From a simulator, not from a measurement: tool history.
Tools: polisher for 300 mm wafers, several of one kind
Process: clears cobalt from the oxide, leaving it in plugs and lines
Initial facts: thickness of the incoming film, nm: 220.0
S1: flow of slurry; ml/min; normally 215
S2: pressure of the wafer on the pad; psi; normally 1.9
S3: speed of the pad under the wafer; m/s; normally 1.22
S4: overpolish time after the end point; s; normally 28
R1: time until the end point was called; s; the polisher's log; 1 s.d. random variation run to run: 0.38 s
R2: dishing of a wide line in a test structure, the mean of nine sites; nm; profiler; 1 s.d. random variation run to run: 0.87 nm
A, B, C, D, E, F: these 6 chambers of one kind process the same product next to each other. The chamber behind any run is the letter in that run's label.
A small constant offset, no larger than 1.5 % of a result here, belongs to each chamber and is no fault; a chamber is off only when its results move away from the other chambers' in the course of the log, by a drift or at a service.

run	hour	S1	S2	S3	S4	R1	R2
1C	6.1	215	1.9	1.22	28	45.448	56.613
2F	16.9	215	1.9	1.22	28	45.933	56.876
# hour 22.8: chamber F: head pressure recalibrated
3A	23.6	215	1.9	1.22	28	46.057	54.669
# hour 28.2: chamber B: slurry nozzle cleaned
4E	29.6	215	1.9	1.22	28	45.967	56.189
5D	41.7	215	1.9	1.22	28	46.285	55.111
6B	49.7	215	1.9	1.22	28	45.332	55.928
# hour 51.3: chamber E: worn pad replaced by a new one
# hour 54.9: chamber A: worn pad replaced by a new one
7E	57.6	215	1.9	1.22	28	46.031	57.998
8D	69.0	215	1.9	1.22	28	45.526	56.254
# hour 71.9: chamber D: worn pad replaced by a new one
9B	75.4	215	1.9	1.22	28	45.238	54.909
# hour 80.9: chamber F: worn pad replaced by a new one
10A	86.2	215	1.3	1.22	43	67.526	56.613
# hour 87.2: chamber E: head pressure recalibrated
11C	97.4	215	1.3	1.22	43	66.562	55.804
12F	107.0	215	1.3	1.22	43	66.769	56.486
13F	115.4	215	1.3	1.22	43	66.358	56.984
14C	125.7	215	1.3	1.22	43	67.408	56.450
15B	132.2	215	1.3	1.22	43	66.121	56.257
16E	143.0	215	1.9	1.22	28	45.758	56.754
17D	152.2	215	1.9	1.22	28	45.485	55.465
18A	162.3	215	1.9	1.22	28	45.581	55.080
# hour 170.2: chamber B: worn pad replaced by a new one
19C	173.3	240	1.9	1.22	28	45.410	55.485
# hour 175.0: chamber D: worn pad replaced by a new one
20A	185.5	240	1.9	1.22	28	45.011	56.458
# hour 191.0: chamber C: slurry nozzle cleaned
21F	197.5	240	1.9	1.22	28	44.950	56.535
22E	207.1	240	1.9	1.22	28	45.022	55.588
23B	217.1	240	1.9	1.22	28	45.331	55.188
24D	222.6	240	1.9	1.22	28	44.986	57.308
# hour 227.9: chamber A: slurry nozzle cleaned
# hour 228.2: chamber A: worn pad replaced by a new one
# hour 232.5: chamber F: worn pad replaced by a new one
# hour 232.6: chamber D: head pressure recalibrated
25E	234.0	215	1.9	1.22	28	46.037	55.807
26B	243.4	215	1.9	1.22	28	44.798	54.137
# hour 247.3: chamber F: slurry nozzle cleaned
# hour 248.8: chamber E: worn pad replaced by a new one
27D	248.8	215	1.9	1.22	28	45.206	55.918
# hour 255.2: chamber C: worn pad replaced by a new one
28F	260.7	215	1.9	1.22	28	46.507	57.065
29C	269.8	215	1.9	0.86	28	64.576	47.795
# hour 270.9: chamber D: worn pad replaced by a new one
30A	277.3	215	1.9	0.86	28	64.673	49.487
31D	282.7	215	1.9	0.86	28	64.044	50.080
# hour 285.7: chamber B: slurry nozzle cleaned
# hour 292.2: chamber D: slurry nozzle cleaned
32E	293.8	215	1.9	0.86	28	64.818	50.649
33A	304.7	215	1.9	0.86	28	65.354	48.490
34F	316.8	215	1.9	0.86	28	64.245	48.733
35C	323.9	215	1.9	1.22	28	45.607	56.387
# hour 326.8: chamber E: slurry nozzle cleaned
36B	335.5	215	1.9	1.22	28	44.693	55.472
37D	343.9	215	1.9	1.22	28	45.574	56.088
38C	353.1	215	1.9	1.22	28	46.137	55.725
39F	359.4	215	1.9	1.22	28	45.671	55.989
40B	371.4	215	1.9	1.22	28	45.082	55.936
41E	380.2	265	1.9	1.22	33	45.475	59.126
42A	387.1	265	1.9	1.22	33	45.450	59.545
43E	394.7	265	1.9	1.22	33	44.996	58.557

Does one chamber stand apart from the rest, does the shared gauge drift, or is all well apart from small per-chamber offsets? Give the chamber and the most likely cause, where there is one.

The fleet is healthy, with each chamber sitting at its usual small offset and no drift in the gauge.
